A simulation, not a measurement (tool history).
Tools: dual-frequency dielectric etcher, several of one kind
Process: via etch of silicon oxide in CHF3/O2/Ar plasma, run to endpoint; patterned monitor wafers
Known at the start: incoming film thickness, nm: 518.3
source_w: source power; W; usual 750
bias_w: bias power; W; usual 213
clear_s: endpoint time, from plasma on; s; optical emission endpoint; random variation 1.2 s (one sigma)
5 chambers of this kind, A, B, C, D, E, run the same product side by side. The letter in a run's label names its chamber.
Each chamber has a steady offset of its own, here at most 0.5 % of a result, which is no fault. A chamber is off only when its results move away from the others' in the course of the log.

run   hour  source_w  bias_w  clear_s
 1A   10.6       750     213   227.23
 2E     18       750     213   225.38
 3C   24.8       750     213   227.32
 4D   34.3       750     213   227.14
 5B   41.2       750     213   228.67
 6C   53.8       750     213   227.41
 7D   63.7       750     213   227.43
 8E   73.9       750     213   226.49
 9A   85.8       750     213   226.56
10B   96.7       750     213   228.53
11C  102.6       750     213   225.34
12D  112.4       750     213   229.56
13E  121.2       890     186   223.64
14B  132.9       890     186   222.91
15A    144       890     186   221.55
16C  151.4       890     186   220.55
17D  159.6       890     186   222.96
18A  167.9       750     213   226.85
19E  178.7       750     213   226.83
20B  185.4       750     213   228.69
21D    197       750     213   229.05
22E  204.2       750     213   226.93
23A  213.1       750     213   225.34
24C  225.9       750     213   218.85
25B  238.5       750     213   227.05
26B  249.3       750     213   228.58
27D  255.4       750     213   227.04
28E  264.8       750     213   227.36
29C  276.8       750     213    218.3
30A    289       750     213   229.09
31A  297.6       750     213   227.31
32D  306.8       750     213   228.32
33C    316       750     213   217.91
34B    322       750     213   228.49
35E  333.2       750     213   226.99

Is one chamber off against the others, does the gauge drift, or is nothing wrong? If a chamber is off, say which, and what the likeliest cause is.

Chamber C drifts away from the others.
Cause: etch rate over this chamber's usual, % = 5.44.

Here are 4 candidates for chamber C's next run, each the usual settings with a change, their results left as question marks. Which one brings its results back in line with what the others give on the usual settings?
In line means no further than this from the other chambers' mean on the usual settings: clear_s 4.4 s
36C-1  342.5       690     200        ?
36C-2  342.5       750     160        ?
36C-3  342.5       960     213        ?
36C-4  342.5       850     213        ?

The other chambers' mean on the usual settings: clear_s 227.68 s
  run  clear_s
36C-1   228.19
36C-2   237.78
36C-3   196.63
36C-4   206.09
36C-1 brings the chamber back in line.

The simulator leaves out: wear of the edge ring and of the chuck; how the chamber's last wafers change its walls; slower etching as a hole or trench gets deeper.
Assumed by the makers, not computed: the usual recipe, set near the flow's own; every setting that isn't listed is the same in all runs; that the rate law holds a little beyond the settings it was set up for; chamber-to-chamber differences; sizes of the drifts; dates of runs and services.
